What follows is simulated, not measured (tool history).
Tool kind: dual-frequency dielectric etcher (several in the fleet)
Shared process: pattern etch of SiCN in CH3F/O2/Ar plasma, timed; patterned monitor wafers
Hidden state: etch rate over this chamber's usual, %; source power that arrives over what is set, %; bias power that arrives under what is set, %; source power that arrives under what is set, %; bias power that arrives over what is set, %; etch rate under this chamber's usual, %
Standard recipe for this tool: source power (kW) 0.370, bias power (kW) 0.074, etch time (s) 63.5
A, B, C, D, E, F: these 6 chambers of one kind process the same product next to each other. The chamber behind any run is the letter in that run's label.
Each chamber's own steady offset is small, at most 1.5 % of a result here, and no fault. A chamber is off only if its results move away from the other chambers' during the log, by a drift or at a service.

run   hour  source power (kW)  bias power (kW)  etch time (s)  hours since the last wet clean  hours since the last source power generator calibration  hours since the last bias power generator calibration  read-back reference wafer on the same gauge, depth_nm  mean etch depth across the wafer (angstrom)
 1E    5.8              0.370            0.074           63.5                           262.1                                                   2577.6                                                  937.0                                                 19.500                                       236.77
 2C   11.4              0.370            0.074           63.5                           409.8                                                   1919.7                                                 4023.5                                                 19.495                                       233.43
      11.7  -- chamber D: wet clean of the chamber
 3D   16.7              0.370            0.074           63.5                             5.0                                                   4157.3                                                 1716.1                                                 19.483                                       235.49
 4B   22.1              0.370            0.074           63.5                           159.1                                                    512.4                                                 2279.1                                                 19.520                                       234.66
 5A   27.2              0.370            0.074           63.5                           276.5                                                   1993.0                                                 1866.4                                                 19.499                                       236.48
 6F   34.8              0.370            0.074           63.5                           474.7                                                    581.7                                                  273.4                                                 19.485                                       235.53
 7B   40.6              0.370            0.074           63.5                           177.6                                                    530.9                                                 2297.6                                                 19.504                                       233.95
      46.7  -- chamber C: wet clean of the chamber
 8A   47.4              0.370            0.074           63.5                           296.7                                                   2013.2                                                 1886.6                                                 19.501                                       237.79
 9D   54.0              0.370            0.074           63.5                            42.3                                                   4194.6                                                 1753.4                                                 19.487                                       235.35
      54.3  -- chamber F: wet clean of the chamber
10E   59.3              0.370            0.074           63.5                           315.6                                                   2631.1                                                  990.5                                                 19.491                                       237.59
11C   65.5              0.370            0.074           63.5                            18.8                                                   1973.8                                                 4077.6                                                 19.493                                       236.20
12F   71.7              0.370            0.074           63.5                            17.4                                                    618.6                                                  310.3                                                 19.496                                       235.33
13E   78.7              0.370            0.074           63.5                           335.0                                                   2650.5                                                 1009.9                                                 19.513                                       237.14
14D   82.3              0.370            0.082           53.5                            70.6                                                   4222.9                                                 1781.7                                                 19.490                                       205.54
15C   90.3              0.370            0.082           53.5                            43.6                                                   1998.6                                                 4102.4                                                 19.503                                       202.83
16F   95.5              0.370            0.082           53.5                            41.2                                                    642.4                                                  334.1                                                 19.482                                       204.30
17B  100.2              0.370            0.082           53.5                           237.2                                                    590.5                                                 2357.2                                                 19.497                                       205.31
18A  104.3              0.370            0.082           53.5                           353.6                                                   2070.1                                                 1943.5                                                 19.499                                       205.50
19B  107.8              0.370            0.082           53.5                           244.8                                                    598.1                                                 2364.8                                                 19.488                                       206.92
20E  115.2              0.370            0.074           63.5                           371.5                                                   2687.0                                                 1046.4                                                 19.496                                       235.68
21D  121.8              0.370            0.074           63.5                           110.1                                                   4262.4                                                 1821.2                                                 19.478                                       235.50
22A  126.7              0.370            0.074           63.5                           376.0                                                   2092.5                                                 1965.9                                                 19.521                                       237.10
23F  130.6              0.370            0.074           63.5                            76.3                                                    677.5                                                  369.2                                                 19.517                                       235.27
24C  136.7              0.370            0.074           63.5                            90.0                                                   2045.0                                                 4148.8                                                 19.491                                       235.11
25D  140.5              0.370            0.074           63.5                           128.8                                                   4281.1                                                 1839.9                                                 19.492                                       234.81
26E  145.0              0.370            0.074           63.5                           401.3                                                   2716.8                                                 1076.2                                                 19.491                                       236.47
     148.0  -- chamber A: wet clean of the chamber
27B  151.0              0.370            0.074           63.5                           288.0                                                    641.3                                                 2408.0                                                 19.499                                       239.98
28A  156.5              0.440            0.067           63.5                             8.6                                                   2122.3                                                 1995.7                                                 19.526                                       245.18
29F  161.1              0.440            0.067           63.5                           106.8                                                    708.0                                                  399.7                                                 19.484                                       241.17
30C  166.1              0.440            0.067           63.5                           119.4                                                   2074.4                                                 4178.2                                                 19.498                                       240.18
     166.7  -- chamber A: bias power generator calibrated
31E  170.4              0.440            0.067           63.5                           426.7                                                   2742.2                                                 1101.6                                                 19.500                                       244.09
32D  174.0              0.440            0.067           63.5                           162.3                                                   4314.6                                                 1873.4                                                 19.506                                       244.15
33B  178.6              0.440            0.067           63.5                           315.6                                                    668.9                                                 2435.6                                                 19.528                                       250.89
34A  183.7              0.370            0.074           63.5                            35.8                                                   2149.5                                                   17.1                                                 19.511                                       237.75
35C  189.9              0.370            0.074           63.5                           143.2                                                   2098.2                                                 4202.0                                                 19.500                                       234.61
36F  197.8              0.370            0.074           63.5                           143.5                                                    744.7                                                  436.4                                                 19.512                                       234.16
37B  204.4              0.400            0.074           56.0                           341.4                                                    694.7                                                 2461.4                                                 19.504                                       220.69

Does one chamber stand apart from the rest, does the shared gauge drift, or is all well apart from small per-chamber offsets? Give the chamber and the most likely cause, where there is one.

Chamber B drifts away from the others.
Likeliest cause: etch rate over this chamber's usual, % = 4.08.

Here are 4 candidates for chamber B's next run, each the usual settings with a change, their results left as question marks. Which one brings its results back in line with what the others give on the usual settings?
A result is in line if it is within this distance of the other chambers' mean on the usual settings: mean etch depth across the wafer (angstrom) 3.20
38B-1  210.1              0.370            0.074           64.5                                                                                                                                                                                                                                                   ?
38B-2  210.1              0.330            0.074           63.5                                                                                                                                                                                                                                                   ?
38B-3  210.1              0.370            0.074           62.5                                                                                                                                                                                                                                                   ?
38B-4  210.1              0.370            0.074           66.0                                                                                                                                                                                                                                                   ?

The mean the other chambers reach with the usual settings: mean etch depth across the wafer (angstrom) 235.64
  run  mean etch depth across the wafer (angstrom)
38B-1                                       247.86
38B-2                                       233.78
38B-3                                       240.18
38B-4                                       253.63
38B-2 is the one that brings the chamber's results back in line with the other chambers.

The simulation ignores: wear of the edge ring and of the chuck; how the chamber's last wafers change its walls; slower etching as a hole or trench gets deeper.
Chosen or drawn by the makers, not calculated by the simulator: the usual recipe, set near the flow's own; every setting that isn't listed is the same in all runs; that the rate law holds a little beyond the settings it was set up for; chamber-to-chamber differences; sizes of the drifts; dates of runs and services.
